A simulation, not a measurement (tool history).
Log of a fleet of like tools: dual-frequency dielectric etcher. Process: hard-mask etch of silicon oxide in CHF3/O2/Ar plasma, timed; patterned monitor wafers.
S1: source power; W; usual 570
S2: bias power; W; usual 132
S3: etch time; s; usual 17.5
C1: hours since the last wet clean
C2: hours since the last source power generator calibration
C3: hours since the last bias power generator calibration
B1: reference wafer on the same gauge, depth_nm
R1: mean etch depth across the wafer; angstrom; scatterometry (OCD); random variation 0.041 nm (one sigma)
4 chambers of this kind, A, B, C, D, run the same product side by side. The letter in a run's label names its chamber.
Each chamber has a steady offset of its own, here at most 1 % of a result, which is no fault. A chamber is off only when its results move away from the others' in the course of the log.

Run 1B, hour 6.1: usual settings; C1 100.1; C2 2871.6; C3 3328.2; B1 33.985. Result: R1 304.59 angstrom.
Run 2D, hour 11.5: usual settings; C1 52.3; C2 764.3; C3 450.3; B1 33.984. Result: R1 307.16 angstrom.
Run 3C, hour 18.8: usual settings; C1 197.2; C2 1928.8; C3 2990; B1 33.972. Result: R1 306.49 angstrom.
Run 4A, hour 23.7: usual settings; C1 562.8; C2 4368; C3 3966; B1 33.976. Result: R1 305.51 angstrom.
Run 5D, hour 28.9: usual settings but S2 143 W; C1 69.7; C2 781.7; C3 467.7; B1 33.96. Result: R1 316.05 angstrom.
Run 6C, hour 33.6: usual settings but S2 143 W; C1 212; C2 1943.6; C3 3004.8; B1 33.978. Result: R1 313.93 angstrom.
At hour 37.6: chamber A: wet clean of the chamber.
Run 7A, hour 39.9: usual settings but S2 143 W; C1 2.4; C2 4384.2; C3 3982.2; B1 33.952. Result: R1 313.33 angstrom.
Run 8B, hour 46.6: usual settings but S2 143 W; C1 140.6; C2 2912.1; C3 3368.7; B1 33.944. Result: R1 312.36 angstrom.
Run 9A, hour 53.1: usual settings; C1 15.6; C2 4397.4; C3 3995.4; B1 33.955. Result: R1 305.36 angstrom.
Run 10B, hour 59.8: usual settings; C1 153.8; C2 2925.3; C3 3381.9; B1 33.943. Result: R1 304.45 angstrom.
Run 11D, hour 64.7: usual settings; C1 105.5; C2 817.5; C3 503.5; B1 33.944. Result: R1 307.08 angstrom.
Run 12C, hour 71.8: usual settings; C1 250.2; C2 1981.8; C3 3043; B1 33.933. Result: R1 305.33 angstrom.
Run 13B, hour 75.8: usual settings; C1 169.8; C2 2941.3; C3 3397.9; B1 33.914. Result: R1 303.44 angstrom.
Run 14D, hour 83.3: usual settings; C1 124.1; C2 836.1; C3 522.1; B1 33.924. Result: R1 306.37 angstrom.
At hour 85.4: chamber A: bias power generator calibrated.
Run 15A, hour 87.3: usual settings; C1 49.8; C2 4431.6; C3 1.9; B1 33.921. Result: R1 304.75 angstrom.
Run 16C, hour 91.2: usual settings; C1 269.6; C2 2001.2; C3 3062.4; B1 33.913. Result: R1 305.69 angstrom.
Run 17A, hour 94.5: usual settings; C1 57; C2 4438.8; C3 9.1; B1 33.913. Result: R1 304.94 angstrom.
Run 18B, hour 100.2: usual settings but S1 660 W, S3 21 s; C1 194.2; C2 2965.7; C3 3422.3; B1 33.901. Result: R1 385.56 angstrom.
Run 19D, hour 107.1: usual settings but S1 660 W, S3 21 s; C1 147.9; C2 859.9; C3 545.9; B1 33.9. Result: R1 389.88 angstrom.
Run 20C, hour 112.5: usual settings but S1 660 W, S3 21 s; C1 290.9; C2 2022.5; C3 3083.7; B1 33.888. Result: R1 388.42 angstrom.
Run 21C, hour 118: usual settings but S1 660 W, S3 21 s; C1 296.4; C2 2028; C3 3089.2; B1 33.898. Result: R1 388.37 angstrom.
Run 22D, hour 123.6: usual settings; C1 164.4; C2 876.4; C3 562.4; B1 33.88. Result: R1 305.56 angstrom.
Run 23B, hour 129.4: usual settings; C1 223.4; C2 2994.9; C3 3451.5; B1 33.869. Result: R1 303.77 angstrom.
At hour 136.5: chamber C: wet clean of the chamber.
Run 24A, hour 137.1: usual settings; C1 99.6; C2 4481.4; C3 51.7; B1 33.875. Result: R1 303.57 angstrom.
Run 25A, hour 143: usual settings; C1 105.5; C2 4487.3; C3 57.6; B1 33.861. Result: R1 304.46 angstrom.
Run 26C, hour 149: usual settings; C1 12.6; C2 2059; C3 3120.2; B1 33.857. Result: R1 305.75 angstrom.
Run 27B, hour 156.4: usual settings; C1 250.4; C2 3021.9; C3 3478.5; B1 33.853. Result: R1 303.22 angstrom.
Run 28D, hour 162.9: usual settings; C1 203.7; C2 915.7; C3 601.7; B1 33.857. Result: R1 306.15 angstrom.
Run 29B, hour 168.9: usual settings; C1 262.9; C2 3034.4; C3 3491; B1 33.834. Result: R1 303.16 angstrom.
Run 30A, hour 175.4: usual settings; C1 137.9; C2 4519.7; C3 90; B1 33.838. Result: R1 303.99 angstrom.
Run 31D, hour 179.2: usual settings; C1 220; C2 932; C3 618; B1 33.822. Result: R1 306.57 angstrom.
Run 32C, hour 185.2: usual settings; C1 48.8; C2 2095.2; C3 3156.4; B1 33.829. Result: R1 304.6 angstrom.
Run 33D, hour 191.9: usual settings; C1 232.7; C2 944.7; C3 630.7; B1 33.813. Result: R1 306.14 angstrom.

Is one chamber off against the others, does the gauge drift, or is nothing wrong? If a chamber is off, say which, and what the likeliest cause is.

The gauge drifts, so all chambers seem to drift together. No chamber is off.
Cause: gauge reads low (%) = 0.55.
